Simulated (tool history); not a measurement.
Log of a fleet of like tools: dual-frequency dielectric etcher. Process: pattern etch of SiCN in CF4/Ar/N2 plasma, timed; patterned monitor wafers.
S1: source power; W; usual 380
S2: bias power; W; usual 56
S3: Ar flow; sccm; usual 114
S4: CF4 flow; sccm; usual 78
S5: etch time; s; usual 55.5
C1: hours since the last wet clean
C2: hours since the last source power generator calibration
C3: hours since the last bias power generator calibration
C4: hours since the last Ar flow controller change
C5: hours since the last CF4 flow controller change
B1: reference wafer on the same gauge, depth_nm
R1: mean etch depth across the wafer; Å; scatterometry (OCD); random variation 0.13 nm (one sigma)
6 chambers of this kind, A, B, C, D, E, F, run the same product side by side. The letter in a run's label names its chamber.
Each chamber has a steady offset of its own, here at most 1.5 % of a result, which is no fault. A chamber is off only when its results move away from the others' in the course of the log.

| run | hour | S1 | S2 | S3 | S4 | S5 | C1 | C2 | C3 | C4 | C5 | B1 | R1 |
|---|---|---|---|---|---|---|---|---|---|---|---|---|---|
| 1D | 10.5 | 380 | 56 | 114 | 78 | 55.5 | 407.9 | 4336.7 | 1029.7 | 921.1 | 606.3 | 38.431 | 375.85 |
| 2E | 20 | 380 | 56 | 114 | 78 | 55.5 | 173.9 | 708.6 | 3665.3 | 2162.4 | 3500.1 | 38.391 | 379.39 |
| 3A | 26.5 | 380 | 56 | 114 | 78 | 55.5 | 382.6 | 2015 | 3647.7 | 457.1 | 2546.4 | 38.363 | 372.68 |
| 4C | 34.9 | 380 | 56 | 114 | 78 | 55.5 | 140.2 | 258.1 | 696 | 1993 | 2004.9 | 38.432 | 382.87 |
| 5B | 43.1 | 380 | 56 | 114 | 78 | 55.5 | 108.8 | 1180.7 | 181.5 | 929.3 | 1016.8 | 38.385 | 376.25 |
|  | 44.8 | chamber A: bias power generator calibrated |
| 6F | 54.4 | 380 | 56 | 114 | 78 | 55.5 | 394.7 | 1920.8 | 2897.8 | 824.2 | 1555.3 | 38.383 | 378.1 |
|  | 63.3 | chamber C: Ar flow controller replaced |
| 7F | 65.7 | 380 | 56 | 114 | 78 | 55.5 | 406 | 1932.1 | 2909.1 | 835.5 | 1566.6 | 38.399 | 378.04 |
|  | 66.7 | chamber A: wet clean of the chamber |
| 8B | 72.3 | 380 | 56 | 114 | 78 | 55.5 | 138 | 1209.9 | 210.7 | 958.5 | 1046 | 38.408 | 376.71 |
| 9A | 78.5 | 380 | 56 | 114 | 78 | 55.5 | 11.8 | 2067 | 33.8 | 509.1 | 2598.4 | 38.385 | 372.2 |
| 10C | 89.4 | 380 | 56 | 114 | 78 | 55.5 | 194.7 | 312.6 | 750.5 | 26.2 | 2059.4 | 38.403 | 382.16 |
| 11E | 100.3 | 380 | 56 | 114 | 78 | 55.5 | 254.2 | 788.9 | 3745.6 | 2242.7 | 3580.4 | 38.373 | 384.62 |
| 12D | 106.2 | 380 | 56 | 114 | 78 | 55.5 | 503.6 | 4432.4 | 1125.4 | 1016.8 | 702 | 38.412 | 375.08 |
| 13D | 112.5 | 380 | 56 | 114 | 78 | 55.5 | 509.9 | 4438.7 | 1131.7 | 1023.1 | 708.3 | 38.381 | 373.19 |
| 14C | 124.1 | 380 | 56 | 114 | 78 | 55.5 | 229.4 | 347.3 | 785.2 | 60.9 | 2094.1 | 38.382 | 381.4 |
|  | 125 | chamber D: source power generator calibrated |
| 15E | 130.4 | 380 | 56 | 114 | 78 | 55.5 | 284.3 | 819 | 3775.7 | 2272.8 | 3610.5 | 38.414 | 382.61 |
| 16B | 141.7 | 380 | 56 | 114 | 78 | 55.5 | 207.4 | 1279.3 | 280.1 | 1027.9 | 1115.4 | 38.411 | 377.26 |
| 17A | 152.1 | 380 | 56 | 114 | 78 | 55.5 | 85.4 | 2140.6 | 107.4 | 582.7 | 2672 | 38.39 | 371.24 |
| 18F | 163.9 | 380 | 56 | 114 | 78 | 55.5 | 504.2 | 2030.3 | 3007.3 | 933.7 | 1664.8 | 38.369 | 378.59 |
| 19A | 171.8 | 380 | 56 | 114 | 78 | 55.5 | 105.1 | 2160.3 | 127.1 | 602.4 | 2691.7 | 38.398 | 372.57 |
| 20E | 182.6 | 380 | 56 | 114 | 78 | 55.5 | 336.5 | 871.2 | 3827.9 | 2325 | 3662.7 | 38.438 | 384.09 |
| 21C | 194.4 | 380 | 56 | 103 | 78 | 68 | 299.7 | 417.6 | 855.5 | 131.2 | 2164.4 | 38.426 | 475.86 |
| 22F | 204.9 | 380 | 56 | 103 | 78 | 68 | 545.2 | 2071.3 | 3048.3 | 974.7 | 1705.8 | 38.386 | 468.91 |
|  | 211.8 | chamber F: wet clean of the chamber |
| 23D | 216.1 | 380 | 56 | 103 | 78 | 68 | 613.5 | 91.2 | 1235.3 | 1126.7 | 811.9 | 38.375 | 466.63 |
| 24B | 225 | 380 | 56 | 103 | 78 | 68 | 290.7 | 1362.6 | 363.4 | 1111.2 | 1198.7 | 38.39 | 470.04 |
| 25A | 233.1 | 380 | 56 | 103 | 78 | 68 | 166.4 | 2221.6 | 188.4 | 663.7 | 2753 | 38.363 | 464.21 |
|  | 239.3 | chamber D: wet clean of the chamber |
| 26C | 245.7 | 380 | 56 | 103 | 78 | 68 | 351 | 468.9 | 906.8 | 182.5 | 2215.7 | 38.399 | 474.79 |
| 27D | 257.2 | 380 | 56 | 114 | 78 | 55.5 | 18 | 132.3 | 1276.4 | 1167.8 | 853 | 38.426 | 375.35 |
| 28F | 266.1 | 380 | 56 | 114 | 78 | 55.5 | 54.3 | 2132.5 | 3109.5 | 1035.9 | 1767 | 38.411 | 377.2 |
| 29E | 275.8 | 380 | 56 | 114 | 78 | 55.5 | 429.7 | 964.4 | 3921.1 | 2418.2 | 3755.9 | 38.395 | 392.15 |
| 30B | 284.3 | 380 | 56 | 114 | 78 | 55.5 | 350 | 1421.9 | 422.7 | 1170.5 | 1258 | 38.414 | 377.24 |
|  | 291.8 | chamber E: bias power generator calibrated |
| 31B | 294.5 | 380 | 56 | 114 | 78 | 55.5 | 360.2 | 1432.1 | 432.9 | 1180.7 | 1268.2 | 38.39 | 379.17 |
| 32E | 300.3 | 380 | 56 | 114 | 78 | 55.5 | 454.2 | 988.9 | 8.5 | 2442.7 | 3780.4 | 38.362 | 389.83 |
| 33A | 308.2 | 380 | 56 | 114 | 78 | 55.5 | 241.5 | 2296.7 | 263.5 | 738.8 | 2828.1 | 38.409 | 375.59 |
| 34F | 314.6 | 380 | 68 | 139 | 78 | 55.5 | 102.8 | 2181 | 3158 | 1084.4 | 1815.5 | 38.382 | 392.61 |
| 35D | 324.3 | 380 | 68 | 139 | 78 | 55.5 | 85.1 | 199.4 | 1343.5 | 1234.9 | 920.1 | 38.366 | 387.82 |
| 36C | 333.2 | 380 | 68 | 139 | 78 | 55.5 | 438.5 | 556.4 | 994.3 | 270 | 2303.2 | 38.393 | 395.97 |
| 37F | 342.1 | 380 | 68 | 139 | 78 | 55.5 | 130.3 | 2208.5 | 3185.5 | 1111.9 | 1843 | 38.396 | 390.6 |
| 38B | 349.6 | 380 | 68 | 139 | 78 | 55.5 | 415.3 | 1487.2 | 488 | 1235.8 | 1323.3 | 38.404 | 390.94 |
| 39D | 360.2 | 380 | 68 | 139 | 78 | 55.5 | 121 | 235.3 | 1379.4 | 1270.8 | 956 | 38.394 | 386.77 |
| 40A | 372.7 | 410 | 56 | 100 | 78 | 55.5 | 306 | 2361.2 | 328 | 803.3 | 2892.6 | 38.413 | 408.31 |
| 41E | 383.7 | 410 | 56 | 100 | 78 | 55.5 | 537.6 | 1072.3 | 91.9 | 2526.1 | 3863.8 | 38.414 | 431.78 |

Is one chamber off against the others, does the gauge drift, or is nothing wrong? If a chamber is off, say which, and what the likeliest cause is.

Chamber E drifts away from the others.
Cause: etch rate over this chamber's usual, % = 4.56.
The log may not tell that from: source power that arrives over what is set, %.

Here are 4 candidates for chamber E's next run, each the usual settings with a change, their results left as question marks. Which one brings its results back in line with what the others give on the usual settings?
In line means no further than this from the other chambers' mean on the usual settings: R1 4.4 Å
| 42E-1 | 393.1 | 370 | 56 | 114 | 78 | 54 |  |  |  |  |  |  | ? |
| 42E-2 | 393.1 | 380 | 55 | 114 | 78 | 51.5 |  |  |  |  |  |  | ? |
| 42E-3 | 393.1 | 380 | 57 | 114 | 78 | 58 |  |  |  |  |  |  | ? |
| 42E-4 | 393.1 | 390 | 57 | 113 | 78 | 58.5 |  |  |  |  |  |  | ? |

The other chambers' mean on the usual settings: R1 376.64 Å
| run | R1 |
|---|---|
| 42E-1 | 377.13 |
| 42E-2 | 365.94 |
| 42E-3 | 417.03 |
| 42E-4 | 430.88 |
42E-1 brings the chamber back in line.

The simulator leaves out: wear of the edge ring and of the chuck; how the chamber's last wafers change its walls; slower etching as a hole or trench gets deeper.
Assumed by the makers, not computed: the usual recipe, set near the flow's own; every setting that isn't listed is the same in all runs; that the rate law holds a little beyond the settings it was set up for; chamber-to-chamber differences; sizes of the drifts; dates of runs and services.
